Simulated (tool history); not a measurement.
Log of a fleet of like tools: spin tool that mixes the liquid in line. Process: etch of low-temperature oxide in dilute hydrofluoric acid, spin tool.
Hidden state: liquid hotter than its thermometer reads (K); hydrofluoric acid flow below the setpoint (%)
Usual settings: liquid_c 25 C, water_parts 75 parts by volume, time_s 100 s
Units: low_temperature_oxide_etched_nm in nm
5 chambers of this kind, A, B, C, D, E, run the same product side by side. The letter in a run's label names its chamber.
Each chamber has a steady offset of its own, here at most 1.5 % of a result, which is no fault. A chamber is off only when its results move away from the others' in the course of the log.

run   hour  liquid_c  water_parts  time_s  hours since the thermometer was replaced  hours since the hydrofluoric acid flow meter was replaced  read-back film thickness of the low-temperature oxide reference wafer, read on the same gauge (nm)  low_temperature_oxide_etched_nm
 1B    3.1        25           75     100                                    1362.5                                                      729.9                                                                                              60.019                           39.451
 2D    8.6        25           75     100                                    1441.8                                                      431.5                                                                                              59.941                           39.019
 3A   13.3        25           75     100                                     378.0                                                     1042.3                                                                                              60.015                           39.717
 4E   16.8        25           75     100                                    1184.2                                                      579.5                                                                                              59.986                           38.486
 5C   21.3        25           75     100                                     744.5                                                     1028.4                                                                                              60.033                           39.032
 6A   26.0        25           75     100                                     390.7                                                     1055.0                                                                                              60.026                           39.360
 7C   30.5        25           75     100                                     753.7                                                     1037.6                                                                                              59.976                           38.376
 8B   34.9        25           75     100                                    1394.3                                                      761.7                                                                                              59.930                           38.761
 9D   38.6        25           50     100                                    1471.8                                                      461.5                                                                                              60.014                           61.425
10E   43.6        25           50     100                                    1211.0                                                      606.3                                                                                              59.998                           59.522
11D   47.9        25           50     100                                    1481.1                                                      470.8                                                                                              59.959                           60.183
12B   51.0        25           50     100                                    1410.4                                                      777.8                                                                                              59.997                           61.647
13C   56.8        25           50     100                                     780.0                                                     1063.9                                                                                              60.022                           58.756
14E   59.5        25           75     100                                    1226.9                                                      622.2                                                                                              59.935                           38.858
15A   63.6        25           75     100                                     428.3                                                     1092.6                                                                                              59.987                           39.745
16B   68.1        25           75     100                                    1427.5                                                      794.9                                                                                              59.957                           38.831
17C   72.1        25           75     100                                     795.3                                                     1079.2                                                                                              60.016                           37.581
18E   75.1        25           75     100                                    1242.5                                                      637.8                                                                                              59.988                           38.568
19D   80.1        25           75     100                                    1513.3                                                      503.0                                                                                              59.973                           38.882
20A   82.9        25           75     100                                     447.6                                                     1111.9                                                                                              59.982                           39.503
21C   88.6        25           60     100                                     811.8                                                     1095.7                                                                                              59.994                           47.266
22B   92.6        25           60     100                                    1452.0                                                      819.4                                                                                              60.026                           50.485
23A   95.9        25           60     100                                     460.6                                                     1124.9                                                                                              59.998                           50.533
24E  100.4        25           60     100                                    1267.8                                                      663.1                                                                                              59.979                           49.238
25D  105.0        25           60     100                                    1538.2                                                      527.9                                                                                              59.975                           49.677
26B  109.7        25           75     100                                    1469.1                                                      836.5                                                                                              59.941                           38.779
27E  112.9        25           75     100                                    1280.3                                                      675.6                                                                                              60.042                           38.955
28C  116.4        25           75     100                                     839.6                                                     1123.5                                                                                              59.993                           36.119
29A  120.4        25           75     100                                     485.1                                                     1149.4                                                                                              59.999                           39.450
30D  125.8        25           75     100                                    1559.0                                                      548.7                                                                                              59.983                           38.976
31A  131.2        25           75     100                                     495.9                                                     1160.2                                                                                              59.943                           39.325

What goes on in this fleet: one chamber off, a drifting gauge, or nothing beyond the chambers' own small offsets? Name the chamber and the cause, if any.

Chamber C drifts away from the others.
Cause: hydrofluoric acid flow below the setpoint (%) = 7.39.
The log may not tell that from: liquid colder than its thermometer reads (K).

Here are 4 candidates for chamber C's next run, each the usual settings with a change, their results left as question marks. Which one brings its results back in line with what the others give on the usual settings?
In line means no further than this from the other chambers' mean on the usual settings: low_temperature_oxide_etched_nm 0.980 nm
32C-1  135.4      24.5           75     100                                                                                                                                                                                                                                         ?
32C-2  135.4      25.0           75     110                                                                                                                                                                                                                                         ?
32C-3  135.4      23.0           75     100                                                                                                                                                                                                                                         ?
32C-4  135.4      25.5           75     100                                                                                                                                                                                                                                         ?

The other chambers' mean on the usual settings: low_temperature_oxide_etched_nm 39.086 nm
  run  low_temperature_oxide_etched_nm
32C-1                           35.143
32C-2                           39.437
32C-3                           33.097
32C-4                           36.571
32C-2 brings the chamber back in line.
